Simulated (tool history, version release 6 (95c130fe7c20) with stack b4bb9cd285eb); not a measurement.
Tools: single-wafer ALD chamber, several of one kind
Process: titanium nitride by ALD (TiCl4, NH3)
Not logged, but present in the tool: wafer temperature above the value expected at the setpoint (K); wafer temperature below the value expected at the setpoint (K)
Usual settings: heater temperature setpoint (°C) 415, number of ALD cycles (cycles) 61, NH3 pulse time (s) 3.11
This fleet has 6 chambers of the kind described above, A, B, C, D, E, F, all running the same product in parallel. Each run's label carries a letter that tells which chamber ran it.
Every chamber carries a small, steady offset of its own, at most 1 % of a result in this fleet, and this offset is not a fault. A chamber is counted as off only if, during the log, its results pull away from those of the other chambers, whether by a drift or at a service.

run   hour  heater temperature setpoint (°C)  number of ALD cycles (cycles)  NH3 pulse time (s)  hours since the last thermocouple change  read-back reference wafer on the same gauge, thickness_nm  mean film thickness on the monitor wafer (nm)
 1F    4.4                               415                             61                3.11                                     254.4                                                     1.3391                                         1.3660
      10.5  -- chamber E: thermocouple changed; heater temperature recalibrated
 2E   12.3                               415                             61                3.11                                       1.9                                                     1.3411                                         1.3819
 3C   17.2                               415                             61                3.11                                     752.0                                                     1.3405                                         1.3700
 4D   24.3                               415                             61                3.11                                     692.1                                                     1.3396                                         1.3691
 5A   31.5                               415                             61                3.11                                     254.2                                                     1.3401                                         1.3619
 6B   37.9                               415                             61                3.11                                     110.8                                                     1.3400                                         1.3643
 7F   43.1                               415                             61                3.11                                     293.1                                                     1.3405                                         1.3746
 8C   49.4                               415                             61                3.11                                     784.2                                                     1.3385                                         1.3815
 9B   57.3                               415                             61                3.11                                     130.2                                                     1.3392                                         1.3668
10A   62.5                               415                             61                3.11                                     285.2                                                     1.3398                                         1.3629
11E   69.5                               422                             61                2.01                                      59.1                                                     1.3407                                         1.3596
12D   75.9                               422                             61                2.01                                     743.7                                                     1.3402                                         1.3706
13A   79.8                               422                             61                2.01                                     302.5                                                     1.3397                                         1.3525
14E   85.8                               422                             61                2.01                                      75.4                                                     1.3403                                         1.3687
15C   91.4                               422                             61                2.01                                     826.2                                                     1.3404                                         1.3644
16D   97.9                               422                             61                2.01                                     765.7                                                     1.3413                                         1.3564
17B  104.7                               415                             61                3.11                                     177.6                                                     1.3392                                         1.3664
18F  111.3                               415                             61                3.11                                     361.3                                                     1.3406                                         1.3672
19C  115.4                               415                             61                3.11                                     850.2                                                     1.3390                                         1.3822
20E  123.0                               415                             61                3.11                                     112.6                                                     1.3405                                         1.3765
21A  130.0                               424                             61                3.11                                     352.7                                                     1.3395                                         1.3738
22D  136.2                               424                             61                3.11                                     804.0                                                     1.3388                                         1.3824
23B  141.8                               424                             61                3.11                                     214.7                                                     1.3391                                         1.3674
24F  149.4                               424                             61                3.11                                     399.4                                                     1.3385                                         1.3755
25F  157.7                               424                             61                3.11                                     407.7                                                     1.3395                                         1.3632
26A  164.1                               424                             61                3.11                                     386.8                                                     1.3400                                         1.3713
27C  170.0                               415                             61                3.11                                     904.8                                                     1.3412                                         1.3694
28E  176.0                               415                             61                3.11                                     165.6                                                     1.3403                                         1.3780
29B  181.7                               415                             61                3.11                                     254.6                                                     1.3411                                         1.3581
30D  186.6                               415                             65                3.68                                     854.4                                                     1.3405                                         1.4693
31C  190.2                               415                             65                3.68                                     925.0                                                     1.3404                                         1.4852
32E  196.4                               415                             65                3.68                                     186.0                                                     1.3398                                         1.4735
33B  203.0                               415                             65                3.68                                     275.9                                                     1.3404                                         1.4694
34F  208.8                               415                             65                3.68                                     458.8                                                     1.3387                                         1.4532
35D  212.7                               415                             65                3.68                                     880.5                                                     1.3394                                         1.4630
36A  219.9                               415                             61                3.11                                     442.6                                                     1.3400                                         1.3671
37D  224.8                               415                             61                3.11                                     892.6                                                     1.3407                                         1.3767
38F  230.6                               415                             61                3.11                                     480.6                                                     1.3395                                         1.3663
39C  237.6                               415                             61                3.11                                     972.4                                                     1.3392                                         1.3750
40B  243.9                               415                             61                3.11                                     316.8                                                     1.3400                                         1.3634
41E  249.9                               415                             61                3.11                                     239.5                                                     1.3392                                         1.3813
42A  258.0                               415                             61                3.11                                     480.7                                                     1.3403                                         1.3623

Predict what each chamber gives when all 6 of them run the settings below next.
43A  264.0                               415                             61                3.11                                                                                                                                                   ?
43B  264.0                               415                             61                3.11                                                                                                                                                   ?
43C  264.0                               415                             61                3.11                                                                                                                                                   ?
43D  264.0                               415                             61                3.11                                                                                                                                                   ?
43E  264.0                               415                             61                3.11                                                                                                                                                   ?
43F  264.0                               415                             61                3.11                                                                                                                                                   ?

run  mean film thickness on the monitor wafer (nm)
43A                                         1.3674
43B                                         1.3530
43C                                         1.3846
43D                                         1.3760
43E                                         1.3814
43F                                         1.3641
